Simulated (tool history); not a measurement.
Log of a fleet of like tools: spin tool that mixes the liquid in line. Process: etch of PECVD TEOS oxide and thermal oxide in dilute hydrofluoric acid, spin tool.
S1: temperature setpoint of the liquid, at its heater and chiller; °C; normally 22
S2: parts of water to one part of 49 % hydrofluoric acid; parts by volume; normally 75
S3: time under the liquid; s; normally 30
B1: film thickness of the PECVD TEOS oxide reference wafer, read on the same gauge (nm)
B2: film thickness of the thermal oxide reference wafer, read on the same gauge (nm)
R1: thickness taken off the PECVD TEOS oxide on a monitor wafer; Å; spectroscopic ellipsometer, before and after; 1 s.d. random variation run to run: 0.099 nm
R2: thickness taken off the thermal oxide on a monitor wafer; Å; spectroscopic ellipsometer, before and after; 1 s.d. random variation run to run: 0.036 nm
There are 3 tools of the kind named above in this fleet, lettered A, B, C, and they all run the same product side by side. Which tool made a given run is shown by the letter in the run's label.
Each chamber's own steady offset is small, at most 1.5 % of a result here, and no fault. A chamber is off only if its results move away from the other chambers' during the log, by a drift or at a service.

run 1C hour=5.7 | S1=22 S2=75 S3=30 | B1=140.01 B2=49.998 | R1=107.460 R2=18.096
run 2B hour=10.6 | S1=22 S2=75 S3=30 | B1=140.01 B2=50.009 | R1=107.840 R2=18.439
run 3A hour=19.2 | S1=22 S2=75 S3=30 | B1=139.99 B2=50.000 | R1=106.060 R2=18.425
run 4A hour=22.9 | S1=22 S2=75 S3=30 | B1=139.98 B2=49.988 | R1=107.570 R2=18.154
run 5C hour=27.9 | S1=22 S2=75 S3=30 | B1=140.01 B2=50.028 | R1=106.700 R2=17.990
-- hour=31.5 chamber A: thermometer replaced
run 6B hour=32.7 | S1=22 S2=75 S3=30 | B1=139.99 B2=50.016 | R1=106.240 R2=18.393
run 7A hour=38.7 | S1=22 S2=75 S3=30 | B1=139.97 B2=50.005 | R1=104.540 R2=18.298
run 8B hour=44.9 | S1=22 S2=75 S3=30 | B1=140.01 B2=49.987 | R1=107.840 R2=17.516
run 9C hour=51.8 | S1=22 S2=115 S3=45 | B1=139.99 B2=49.993 | R1=100.070 R2=16.426
run 10A hour=56.8 | S1=22 S2=115 S3=45 | B1=140.02 B2=49.992 | R1=99.318 R2=16.819
run 11C hour=62.9 | S1=22 S2=115 S3=45 | B1=139.99 B2=50.003 | R1=101.500 R2=16.551
run 12B hour=69.7 | S1=22 S2=75 S3=30 | B1=140.02 B2=50.013 | R1=108.530 R2=18.165
run 13C hour=73.5 | S1=22 S2=75 S3=30 | B1=140.00 B2=50.009 | R1=108.030 R2=17.859
run 14A hour=77.4 | S1=22 S2=75 S3=30 | B1=140.00 B2=49.993 | R1=106.780 R2=18.087
run 15B hour=84.6 | S1=22 S2=75 S3=30 | B1=140.03 B2=50.014 | R1=108.210 R2=18.183
run 16B hour=91.1 | S1=22 S2=75 S3=30 | B1=139.99 B2=49.985 | R1=105.680 R2=18.476
run 17C hour=99.7 | S1=22 S2=75 S3=30 | B1=140.03 B2=49.982 | R1=108.450 R2=18.336
run 18A hour=104.3 | S1=22 S2=75 S3=30 | B1=139.99 B2=49.996 | R1=106.890 R2=18.161
run 19A hour=110.1 | S1=22 S2=75 S3=30 | B1=139.99 B2=50.005 | R1=107.110 R2=18.330
run 20C hour=116.1 | S1=22 S2=75 S3=30 | B1=140.02 B2=49.995 | R1=109.500 R2=17.843
run 21B hour=120.9 | S1=22 S2=75 S3=30 | B1=140.02 B2=50.027 | R1=106.420 R2=17.850
run 22C hour=129.0 | S1=22 S2=75 S3=30 | B1=140.01 B2=49.973 | R1=106.350 R2=17.829
run 23B hour=135.4 | S1=22 S2=75 S3=30 | B1=140.00 B2=49.979 | R1=108.270 R2=18.136
run 24A hour=142.8 | S1=22 S2=75 S3=30 | B1=140.00 B2=50.010 | R1=106.930 R2=18.860
run 25A hour=148.9 | S1=22 S2=75 S3=30 | B1=140.00 B2=49.991 | R1=105.580 R2=18.649
run 26C hour=156.9 | S1=22 S2=75 S3=30 | B1=140.01 B2=50.003 | R1=107.280 R2=17.976
run 27B hour=163.3 | S1=20 S2=105 S3=30 | B1=139.99 B2=50.008 | R1=67.023 R2=11.773

Which is it: a chamber that has drifted or been left off by a service, a gauge drift common to all chambers, or only each chamber's usual small offset? If a chamber is off, name it and its likeliest cause.

Beyond each chamber's small constant offset nothing stands out, and the gauge stays steady.
